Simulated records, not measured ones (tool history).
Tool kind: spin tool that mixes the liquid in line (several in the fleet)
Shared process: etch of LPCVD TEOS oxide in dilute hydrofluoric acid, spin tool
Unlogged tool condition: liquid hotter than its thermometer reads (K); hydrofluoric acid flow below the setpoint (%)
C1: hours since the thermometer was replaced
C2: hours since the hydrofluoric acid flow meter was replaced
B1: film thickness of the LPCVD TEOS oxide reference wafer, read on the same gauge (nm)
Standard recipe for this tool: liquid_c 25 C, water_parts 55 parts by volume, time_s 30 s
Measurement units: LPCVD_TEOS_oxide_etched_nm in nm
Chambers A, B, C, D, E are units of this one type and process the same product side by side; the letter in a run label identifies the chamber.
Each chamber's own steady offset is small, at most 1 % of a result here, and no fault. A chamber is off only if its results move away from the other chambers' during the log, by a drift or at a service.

run 1D hour=2.9 | liquid_c=25 water_parts=55 time_s=30 | C1=622.3 C2=158.4 | B1=100.01 | LPCVD_TEOS_oxide_etched_nm=22.807
run 2E hour=6.4 | liquid_c=25 water_parts=55 time_s=30 | C1=760.5 C2=164.3 | B1=100.01 | LPCVD_TEOS_oxide_etched_nm=22.66
run 3A hour=10.7 | liquid_c=25 water_parts=55 time_s=30 | C1=195.1 C2=1342.4 | B1=99.987 | LPCVD_TEOS_oxide_etched_nm=22.356
run 4B hour=13.3 | liquid_c=25 water_parts=55 time_s=30 | C1=65.6 C2=332.9 | B1=100 | LPCVD_TEOS_oxide_etched_nm=22.046
run 5C hour=16.7 | liquid_c=25 water_parts=55 time_s=30 | C1=1581.6 C2=235 | B1=100 | LPCVD_TEOS_oxide_etched_nm=21.993
run 6A hour=19 | liquid_c=25 water_parts=55 time_s=30 | C1=203.4 C2=1350.7 | B1=99.978 | LPCVD_TEOS_oxide_etched_nm=22.362
run 7B hour=22.6 | liquid_c=25 water_parts=55 time_s=30 | C1=74.9 C2=342.2 | B1=100.01 | LPCVD_TEOS_oxide_etched_nm=22.501
run 8C hour=26.3 | liquid_c=25 water_parts=55 time_s=30 | C1=1591.2 C2=244.6 | B1=99.988 | LPCVD_TEOS_oxide_etched_nm=22.468
run 9E hour=28.8 | liquid_c=25 water_parts=75 time_s=30 | C1=782.9 C2=186.7 | B1=100 | LPCVD_TEOS_oxide_etched_nm=15.961
run 10D hour=32.3 | liquid_c=25 water_parts=75 time_s=30 | C1=651.7 C2=187.8 | B1=99.992 | LPCVD_TEOS_oxide_etched_nm=16.25
run 11A hour=35.8 | liquid_c=25 water_parts=75 time_s=30 | C1=220.2 C2=1367.5 | B1=100 | LPCVD_TEOS_oxide_etched_nm=16.046
run 12C hour=38.9 | liquid_c=25 water_parts=75 time_s=30 | C1=1603.8 C2=257.2 | B1=99.972 | LPCVD_TEOS_oxide_etched_nm=15.844
run 13E hour=42.9 | liquid_c=25 water_parts=75 time_s=30 | C1=797 C2=200.8 | B1=100 | LPCVD_TEOS_oxide_etched_nm=16.131
run 14D hour=46.2 | liquid_c=25 water_parts=80 time_s=45 | C1=665.6 C2=201.7 | B1=99.978 | LPCVD_TEOS_oxide_etched_nm=22.513
run 15B hour=49.1 | liquid_c=25 water_parts=80 time_s=45 | C1=101.4 C2=368.7 | B1=99.977 | LPCVD_TEOS_oxide_etched_nm=22.4
run 16D hour=52.2 | liquid_c=25 water_parts=80 time_s=45 | C1=671.6 C2=207.7 | B1=99.993 | LPCVD_TEOS_oxide_etched_nm=22.656
run 17C hour=54.2 | liquid_c=25 water_parts=80 time_s=45 | C1=1619.1 C2=272.5 | B1=99.999 | LPCVD_TEOS_oxide_etched_nm=22.31
run 18B hour=56.5 | liquid_c=25 water_parts=80 time_s=45 | C1=108.8 C2=376.1 | B1=100.01 | LPCVD_TEOS_oxide_etched_nm=22.121
run 19E hour=59 | liquid_c=25 water_parts=55 time_s=30 | C1=813.1 C2=216.9 | B1=100.01 | LPCVD_TEOS_oxide_etched_nm=22.737
run 20A hour=61.7 | liquid_c=25 water_parts=55 time_s=30 | C1=246.1 C2=1393.4 | B1=100 | LPCVD_TEOS_oxide_etched_nm=22.164
run 21C hour=64.6 | liquid_c=25 water_parts=55 time_s=30 | C1=1629.5 C2=282.9 | B1=100 | LPCVD_TEOS_oxide_etched_nm=22.316
run 22E hour=67.5 | liquid_c=25 water_parts=55 time_s=30 | C1=821.6 C2=225.4 | B1=100 | LPCVD_TEOS_oxide_etched_nm=23.117
run 23A hour=71.2 | liquid_c=25 water_parts=55 time_s=30 | C1=255.6 C2=1402.9 | B1=100.01 | LPCVD_TEOS_oxide_etched_nm=21.975
run 24B hour=73.8 | liquid_c=25 water_parts=55 time_s=30 | C1=126.1 C2=393.4 | B1=100.01 | LPCVD_TEOS_oxide_etched_nm=22.182
run 25D hour=76.6 | liquid_c=25 water_parts=55 time_s=30 | C1=696 C2=232.1 | B1=100.01 | LPCVD_TEOS_oxide_etched_nm=22.687
run 26A hour=80.7 | liquid_c=25 water_parts=55 time_s=30 | C1=265.1 C2=1412.4 | B1=100.02 | LPCVD_TEOS_oxide_etched_nm=22.499
run 27E hour=85.5 | liquid_c=25 water_parts=55 time_s=30 | C1=839.6 C2=243.4 | B1=99.982 | LPCVD_TEOS_oxide_etched_nm=23.53
run 28B hour=87.7 | liquid_c=28 water_parts=55 time_s=50 | C1=140 C2=407.3 | B1=100.01 | LPCVD_TEOS_oxide_etched_nm=42.129
run 29C hour=90.3 | liquid_c=28 water_parts=55 time_s=50 | C1=1655.2 C2=308.6 | B1=100.01 | LPCVD_TEOS_oxide_etched_nm=41.873
run 30D hour=94.7 | liquid_c=28 water_parts=55 time_s=50 | C1=714.1 C2=250.2 | B1=100.02 | LPCVD_TEOS_oxide_etched_nm=43.083
run 31C hour=98.2 | liquid_c=28 water_parts=55 time_s=50 | C1=1663.1 C2=316.5 | B1=100.01 | LPCVD_TEOS_oxide_etched_nm=42.285
run 32E hour=102 | liquid_c=28 water_parts=55 time_s=50 | C1=856.1 C2=259.9 | B1=99.973 | LPCVD_TEOS_oxide_etched_nm=44.994
run 33D hour=105 | liquid_c=25 water_parts=55 time_s=30 | C1=724.4 C2=260.5 | B1=99.999 | LPCVD_TEOS_oxide_etched_nm=22.45
run 34B hour=109.2 | liquid_c=25 water_parts=55 time_s=30 | C1=161.5 C2=428.8 | B1=100.02 | LPCVD_TEOS_oxide_etched_nm=22.506
run 35A hour=111.6 | liquid_c=25 water_parts=70 time_s=30 | C1=296 C2=1443.3 | B1=99.995 | LPCVD_TEOS_oxide_etched_nm=17.19
run 36E hour=113.7 | liquid_c=25 water_parts=70 time_s=30 | C1=867.8 C2=271.6 | B1=99.996 | LPCVD_TEOS_oxide_etched_nm=18.467
run 37C hour=116.2 | liquid_c=25 water_parts=70 time_s=30 | C1=1681.1 C2=334.5 | B1=100.01 | LPCVD_TEOS_oxide_etched_nm=17.1
run 38A hour=120.2 | liquid_c=25 water_parts=70 time_s=30 | C1=304.6 C2=1451.9 | B1=99.983 | LPCVD_TEOS_oxide_etched_nm=17.122

All 5 chambers run these settings next. Forecast each chamber's results:
run 39A hour=123.6 | liquid_c=28.5 water_parts=55 time_s=30 | LPCVD_TEOS_oxide_etched_nm=?
run 39B hour=123.6 | liquid_c=28.5 water_parts=55 time_s=30 | LPCVD_TEOS_oxide_etched_nm=?
run 39C hour=123.6 | liquid_c=28.5 water_parts=55 time_s=30 | LPCVD_TEOS_oxide_etched_nm=?
run 39D hour=123.6 | liquid_c=28.5 water_parts=55 time_s=30 | LPCVD_TEOS_oxide_etched_nm=?
run 39E hour=123.6 | liquid_c=28.5 water_parts=55 time_s=30 | LPCVD_TEOS_oxide_etched_nm=?

run=39A LPCVD_TEOS_oxide_etched_nm=25.584
run=39B LPCVD_TEOS_oxide_etched_nm=25.711
run=39C LPCVD_TEOS_oxide_etched_nm=25.368
run=39D LPCVD_TEOS_oxide_etched_nm=25.936
run=39E LPCVD_TEOS_oxide_etched_nm=27.796
